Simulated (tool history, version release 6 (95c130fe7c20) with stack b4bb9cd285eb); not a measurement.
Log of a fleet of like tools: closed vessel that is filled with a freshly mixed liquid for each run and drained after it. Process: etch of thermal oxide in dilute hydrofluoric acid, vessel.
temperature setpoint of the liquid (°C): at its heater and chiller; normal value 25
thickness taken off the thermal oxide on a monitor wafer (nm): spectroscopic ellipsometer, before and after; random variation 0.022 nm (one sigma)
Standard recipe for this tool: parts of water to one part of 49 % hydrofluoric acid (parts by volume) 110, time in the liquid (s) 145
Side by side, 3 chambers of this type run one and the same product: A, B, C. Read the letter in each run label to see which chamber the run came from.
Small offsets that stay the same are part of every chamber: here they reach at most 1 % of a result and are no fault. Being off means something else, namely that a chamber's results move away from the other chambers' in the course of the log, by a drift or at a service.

run   hour  temperature setpoint of the liquid (°C)  parts of water to one part of 49 % hydrofluoric acid (parts by volume)  time in the liquid (s)  read-back film thickness of the thermal oxide reference wafer, read on the same gauge (nm)  thickness taken off the thermal oxide on a monitor wafer (nm)
 1B    3.5                                       25                                                                     110                     145                                                                                       69.98                                                         6.1905
 2A    7.8                                       25                                                                     110                     145                                                                                      70.013                                                         6.1629
 3C    9.9                                       25                                                                     110                     145                                                                                      70.001                                                         6.2784
 4C   11.9                                       25                                                                     110                     145                                                                                      70.016                                                         6.2524
 5B     14                                       25                                                                     110                     145                                                                                      70.006                                                         6.1899
 6A   17.7                                       25                                                                     110                     145                                                                                      69.959                                                         6.1343
 7C   20.2                                       25                                                                     110                      90                                                                                      70.033                                                         3.8774
 8A   24.1                                       25                                                                     110                      90                                                                                      70.018                                                         3.8256
 9B   27.9                                       25                                                                     110                      90                                                                                      70.029                                                          3.855
10C   31.7                                       25                                                                     110                     145                                                                                      69.982                                                         6.2765
11B   33.8                                       25                                                                     110                     145                                                                                      70.028                                                         6.2084
12A   36.3                                       25                                                                     110                     145                                                                                      69.988                                                         6.1734
13B   40.4                                       25                                                                     110                     145                                                                                      70.039                                                         6.2313
14C   43.7                                       25                                                                     110                     145                                                                                      69.968                                                         6.2958
15A   47.2                                       25                                                                     110                     145                                                                                      70.009                                                          6.131
16B   50.5                                       25                                                                     110                     145                                                                                      70.014                                                          6.191
17C   52.6                                       25                                                                     135                     105                                                                                      70.006                                                         3.6078
18A   55.2                                       25                                                                     135                     105                                                                                      70.003                                                         3.5066
19C   58.2                                       25                                                                     135                     105                                                                                       70.02                                                         3.6218
20A   60.4                                       25                                                                     110                     145                                                                                      69.998                                                         6.1935
21B   62.6                                       25                                                                     110                     145                                                                                      70.005                                                         6.2092
22C   64.6                                       25                                                                     110                     145                                                                                      70.004                                                         6.3535
23B     69                                       25                                                                     110                     145                                                                                      70.026                                                         6.2136
24A   71.5                                       25                                                                     110                     145                                                                                      70.023                                                         6.1794
25A   74.8                                       25                                                                     110                     145                                                                                      70.028                                                         6.1924
26B   77.5                                       25                                                                     110                     145                                                                                      69.995                                                         6.1724
27C   81.6                                       25                                                                     140                     145                                                                                      70.032                                                         4.8209
28C   83.9                                       25                                                                     140                     145                                                                                      70.025                                                         4.8668
29A   86.7                                       25                                                                     140                     145                                                                                      69.983                                                         4.6379
30B   88.9                                       25                                                                     110                     145                                                                                      70.005                                                         6.2037
31A   91.9                                       25                                                                     110                     145                                                                                      69.989                                                         6.1662
32B   96.3                                       25                                                                     110                     145                                                                                      69.992                                                          6.203
33C   99.7                                     29.5                                                                      70                     145                                                                                      69.981                                                          12.63
34B  102.7                                     29.5                                                                      70                     145                                                                                      69.987                                                         12.224
35A  105.5                                     29.5                                                                      70                     145                                                                                      70.016                                                         12.216
36C  108.1                                       28                                                                     110                     145                                                                                      70.004                                                         7.2067
     109.1  -- chamber B: thermometer replaced
37A  111.3                                       28                                                                     110                     145                                                                                      70.007                                                         6.9081
38B  114.5                                       28                                                                     110                     145                                                                                       70.04                                                         6.9334
39C  116.8                                       25                                                                     110                     145                                                                                      70.026                                                         6.4634

Each of the 3 chambers runs these same settings next. Fill in every chamber's results:
40A  119.9                                       27                                                                     110                     145                                                                                                                                                          ?
40B  119.9                                       27                                                                     110                     145                                                                                                                                                          ?
40C  119.9                                       27                                                                     110                     145                                                                                                                                                          ?

run  thickness taken off the thermal oxide on a monitor wafer (nm)
40A                                                         6.6218
40B                                                         6.7127
40C                                                         6.9945
